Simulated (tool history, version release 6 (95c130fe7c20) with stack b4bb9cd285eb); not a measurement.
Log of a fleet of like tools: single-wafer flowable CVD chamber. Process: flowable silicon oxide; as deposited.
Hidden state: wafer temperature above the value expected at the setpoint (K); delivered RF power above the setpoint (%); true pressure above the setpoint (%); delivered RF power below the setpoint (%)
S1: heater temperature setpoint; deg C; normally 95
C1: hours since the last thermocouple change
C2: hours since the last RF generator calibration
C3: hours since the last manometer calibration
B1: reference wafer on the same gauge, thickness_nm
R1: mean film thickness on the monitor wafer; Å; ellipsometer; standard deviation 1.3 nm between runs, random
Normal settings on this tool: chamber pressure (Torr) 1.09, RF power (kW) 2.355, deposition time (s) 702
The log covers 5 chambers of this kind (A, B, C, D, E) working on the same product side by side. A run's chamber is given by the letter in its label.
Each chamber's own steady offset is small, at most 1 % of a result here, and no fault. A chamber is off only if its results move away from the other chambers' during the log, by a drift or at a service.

{"run": "1E", "hour": 5.9, "S1": 95, "chamber pressure (Torr)": 1.09, "RF power (kW)": 2.355, "deposition time (s)": 702, "C1": 1235.3, "C2": 10.9, "C3": 577.7, "B1": 835.63, "R1": 7588.1}
{"run": "2C", "hour": 13.1, "S1": 95, "chamber pressure (Torr)": 1.09, "RF power (kW)": 2.355, "deposition time (s)": 702, "C1": 1019.9, "C2": 1986.1, "C3": 813.5, "B1": 835.24, "R1": 7572.9}
{"run": "3B", "hour": 20.0, "S1": 95, "chamber pressure (Torr)": 1.09, "RF power (kW)": 2.355, "deposition time (s)": 702, "C1": 986.7, "C2": 544, "C3": 969.2, "B1": 835.35, "R1": 7487.6}
{"run": "4D", "hour": 25.6, "S1": 95, "chamber pressure (Torr)": 1.09, "RF power (kW)": 2.355, "deposition time (s)": 702, "C1": 1457.6, "C2": 50.2, "C3": 1597.9, "B1": 835.82, "R1": 7610.4}
{"run": "5A", "hour": 34.0, "S1": 95, "chamber pressure (Torr)": 1.09, "RF power (kW)": 2.355, "deposition time (s)": 702, "C1": 859, "C2": 1739.9, "C3": 753.2, "B1": 835.54, "R1": 7581.8}
{"run": "6C", "hour": 40.0, "S1": 95, "chamber pressure (Torr)": 1.09, "RF power (kW)": 2.355, "deposition time (s)": 702, "C1": 1046.8, "C2": 2013, "C3": 840.4, "B1": 836.14, "R1": 7568.3}
{"run": "7E", "hour": 44.3, "S1": 95, "chamber pressure (Torr)": 1.09, "RF power (kW)": 2.355, "deposition time (s)": 702, "C1": 1273.7, "C2": 49.3, "C3": 616.1, "B1": 836.03, "R1": 7580.1}
{"run": "8A", "hour": 50.4, "S1": 95, "chamber pressure (Torr)": 1.09, "RF power (kW)": 2.355, "deposition time (s)": 702, "C1": 875.4, "C2": 1756.3, "C3": 769.6, "B1": 835.98, "R1": 7556.7}
{"run": "9D", "hour": 55.0, "S1": 103, "chamber pressure (Torr)": 1.09, "RF power (kW)": 2.355, "deposition time (s)": 702, "C1": 1487, "C2": 79.6, "C3": 1627.3, "B1": 836.32, "R1": 5814.5}
{"run": "10B", "hour": 59.5, "S1": 103, "chamber pressure (Torr)": 1.09, "RF power (kW)": 2.355, "deposition time (s)": 702, "C1": 1026.2, "C2": 583.5, "C3": 1008.7, "B1": 836.78, "R1": 5729.9}
{"run": "11E", "hour": 69.1, "S1": 103, "chamber pressure (Torr)": 1.09, "RF power (kW)": 2.355, "deposition time (s)": 702, "C1": 1298.5, "C2": 74.1, "C3": 640.9, "B1": 836.39, "R1": 5821.8}
{"run": "12C", "hour": 78.6, "S1": 103, "chamber pressure (Torr)": 1.09, "RF power (kW)": 2.355, "deposition time (s)": 702, "C1": 1085.4, "C2": 2051.6, "C3": 879, "B1": 836.5, "R1": 5783.6}
{"run": "13B", "hour": 84.5, "S1": 103, "chamber pressure (Torr)": 1.09, "RF power (kW)": 2.355, "deposition time (s)": 702, "C1": 1051.2, "C2": 608.5, "C3": 1033.7, "B1": 836.99, "R1": 5743.6}
{"run": "14D", "hour": 93.1, "S1": 95, "chamber pressure (Torr)": 1.09, "RF power (kW)": 2.355, "deposition time (s)": 702, "C1": 1525.1, "C2": 117.7, "C3": 1665.4, "B1": 837.1, "R1": 7594.1}
{"run": "15A", "hour": 100.6, "S1": 95, "chamber pressure (Torr)": 1.09, "RF power (kW)": 2.015, "deposition time (s)": 702, "C1": 925.6, "C2": 1806.5, "C3": 819.8, "B1": 837.4, "R1": 7356.2}
{"run": "16E", "hour": 109.5, "S1": 95, "chamber pressure (Torr)": 1.09, "RF power (kW)": 2.015, "deposition time (s)": 702, "C1": 1338.9, "C2": 114.5, "C3": 681.3, "B1": 837.69, "R1": 7382.3}
{"run": "17C", "hour": 116.9, "S1": 95, "chamber pressure (Torr)": 1.09, "RF power (kW)": 2.015, "deposition time (s)": 702, "C1": 1123.7, "C2": 2089.9, "C3": 917.3, "B1": 837.68, "R1": 7384.3}
{"run": "18B", "hour": 121.2, "S1": 95, "chamber pressure (Torr)": 1.09, "RF power (kW)": 2.015, "deposition time (s)": 702, "C1": 1087.9, "C2": 645.2, "C3": 1070.4, "B1": 837.72, "R1": 7321.3}
{"run": "19A", "hour": 130.6, "S1": 95, "chamber pressure (Torr)": 1.09, "RF power (kW)": 2.015, "deposition time (s)": 702, "C1": 955.6, "C2": 1836.5, "C3": 849.8, "B1": 838.03, "R1": 7385.2}
{"run": "20D", "hour": 138.0, "S1": 95, "chamber pressure (Torr)": 1.09, "RF power (kW)": 2.355, "deposition time (s)": 702, "C1": 1570, "C2": 162.6, "C3": 1710.3, "B1": 838.02, "R1": 7632.5}
{"run": "21D", "hour": 146.0, "S1": 95, "chamber pressure (Torr)": 1.09, "RF power (kW)": 2.355, "deposition time (s)": 702, "C1": 1578, "C2": 170.6, "C3": 1718.3, "B1": 838.01, "R1": 7634.1}
{"run": "22B", "hour": 154.6, "S1": 95, "chamber pressure (Torr)": 1.09, "RF power (kW)": 2.355, "deposition time (s)": 702, "C1": 1121.3, "C2": 678.6, "C3": 1103.8, "B1": 837.89, "R1": 7561.2}
{"run": "23C", "hour": 163.2, "S1": 95, "chamber pressure (Torr)": 1.09, "RF power (kW)": 2.355, "deposition time (s)": 641, "C1": 1170, "C2": 2136.2, "C3": 963.6, "B1": 838.99, "R1": 6928.3}
{"run": "24E", "hour": 172.6, "S1": 95, "chamber pressure (Torr)": 1.09, "RF power (kW)": 2.355, "deposition time (s)": 641, "C1": 1402, "C2": 177.6, "C3": 744.4, "B1": 838.67, "R1": 6952.1}
{"hour": 173.3, "done": "chamber B: capacitance manometer re-zeroed and calibrated"}
{"run": "25A", "hour": 178.8, "S1": 95, "chamber pressure (Torr)": 1.09, "RF power (kW)": 2.355, "deposition time (s)": 641, "C1": 1003.8, "C2": 1884.7, "C3": 898, "B1": 839.11, "R1": 6919.3}
{"run": "26D", "hour": 184.2, "S1": 95, "chamber pressure (Torr)": 1.09, "RF power (kW)": 2.355, "deposition time (s)": 641, "C1": 1616.2, "C2": 208.8, "C3": 1756.5, "B1": 839.35, "R1": 6975.4}
{"run": "27E", "hour": 191.2, "S1": 95, "chamber pressure (Torr)": 1.09, "RF power (kW)": 2.355, "deposition time (s)": 641, "C1": 1420.6, "C2": 196.2, "C3": 763, "B1": 839.73, "R1": 6946.2}
{"run": "28B", "hour": 195.9, "S1": 95, "chamber pressure (Torr)": 1.09, "RF power (kW)": 2.355, "deposition time (s)": 702, "C1": 1162.6, "C2": 719.9, "C3": 22.7, "B1": 839.33, "R1": 7510.3}
{"run": "29A", "hour": 201.7, "S1": 95, "chamber pressure (Torr)": 1.09, "RF power (kW)": 2.355, "deposition time (s)": 702, "C1": 1026.7, "C2": 1907.6, "C3": 920.9, "B1": 839.18, "R1": 7580.7}
{"run": "30C", "hour": 207.0, "S1": 95, "chamber pressure (Torr)": 1.09, "RF power (kW)": 2.355, "deposition time (s)": 702, "C1": 1213.8, "C2": 2180, "C3": 1007.4, "B1": 839.29, "R1": 7601.1}
{"hour": 211.7, "done": "chamber A: RF generator calibrated"}
{"run": "31B", "hour": 215.2, "S1": 95, "chamber pressure (Torr)": 1.09, "RF power (kW)": 2.355, "deposition time (s)": 702, "C1": 1181.9, "C2": 739.2, "C3": 42, "B1": 840.26, "R1": 7539.5}
{"run": "32E", "hour": 219.8, "S1": 95, "chamber pressure (Torr)": 1.09, "RF power (kW)": 2.355, "deposition time (s)": 702, "C1": 1449.2, "C2": 224.8, "C3": 791.6, "B1": 839.91, "R1": 7607.8}
{"run": "33D", "hour": 228.8, "S1": 95, "chamber pressure (Torr)": 1.09, "RF power (kW)": 2.355, "deposition time (s)": 702, "C1": 1660.8, "C2": 253.4, "C3": 1801.1, "B1": 840, "R1": 7632.6}
{"run": "34A", "hour": 237.5, "S1": 109, "chamber pressure (Torr)": 1.09, "RF power (kW)": 2.355, "deposition time (s)": 702, "C1": 1062.5, "C2": 25.9, "C3": 956.7, "B1": 840.54, "R1": 4741.9}
{"run": "35C", "hour": 245.2, "S1": 109, "chamber pressure (Torr)": 1.09, "RF power (kW)": 2.355, "deposition time (s)": 702, "C1": 1252, "C2": 2218.2, "C3": 1045.6, "B1": 840.84, "R1": 4738.2}
{"run": "36C", "hour": 250.1, "S1": 109, "chamber pressure (Torr)": 1.09, "RF power (kW)": 2.355, "deposition time (s)": 702, "C1": 1256.9, "C2": 2223.1, "C3": 1050.5, "B1": 840.28, "R1": 4745.6}

Predict what each chamber gives when all 5 of them run the settings below next.
{"run": "37A", "hour": 257.0, "S1": 95, "chamber pressure (Torr)": 1.09, "RF power (kW)": 2.355, "deposition time (s)": 702, "R1": "?"}
{"run": "37B", "hour": 257.0, "S1": 95, "chamber pressure (Torr)": 1.09, "RF power (kW)": 2.355, "deposition time (s)": 702, "R1": "?"}
{"run": "37C", "hour": 257.0, "S1": 95, "chamber pressure (Torr)": 1.09, "RF power (kW)": 2.355, "deposition time (s)": 702, "R1": "?"}
{"run": "37D", "hour": 257.0, "S1": 95, "chamber pressure (Torr)": 1.09, "RF power (kW)": 2.355, "deposition time (s)": 702, "R1": "?"}
{"run": "37E", "hour": 257.0, "S1": 95, "chamber pressure (Torr)": 1.09, "RF power (kW)": 2.355, "deposition time (s)": 702, "R1": "?"}

run=37A R1=7585
run=37B R1=7557.3
run=37C R1=7589.4
run=37D R1=7644.2
run=37E R1=7643.3

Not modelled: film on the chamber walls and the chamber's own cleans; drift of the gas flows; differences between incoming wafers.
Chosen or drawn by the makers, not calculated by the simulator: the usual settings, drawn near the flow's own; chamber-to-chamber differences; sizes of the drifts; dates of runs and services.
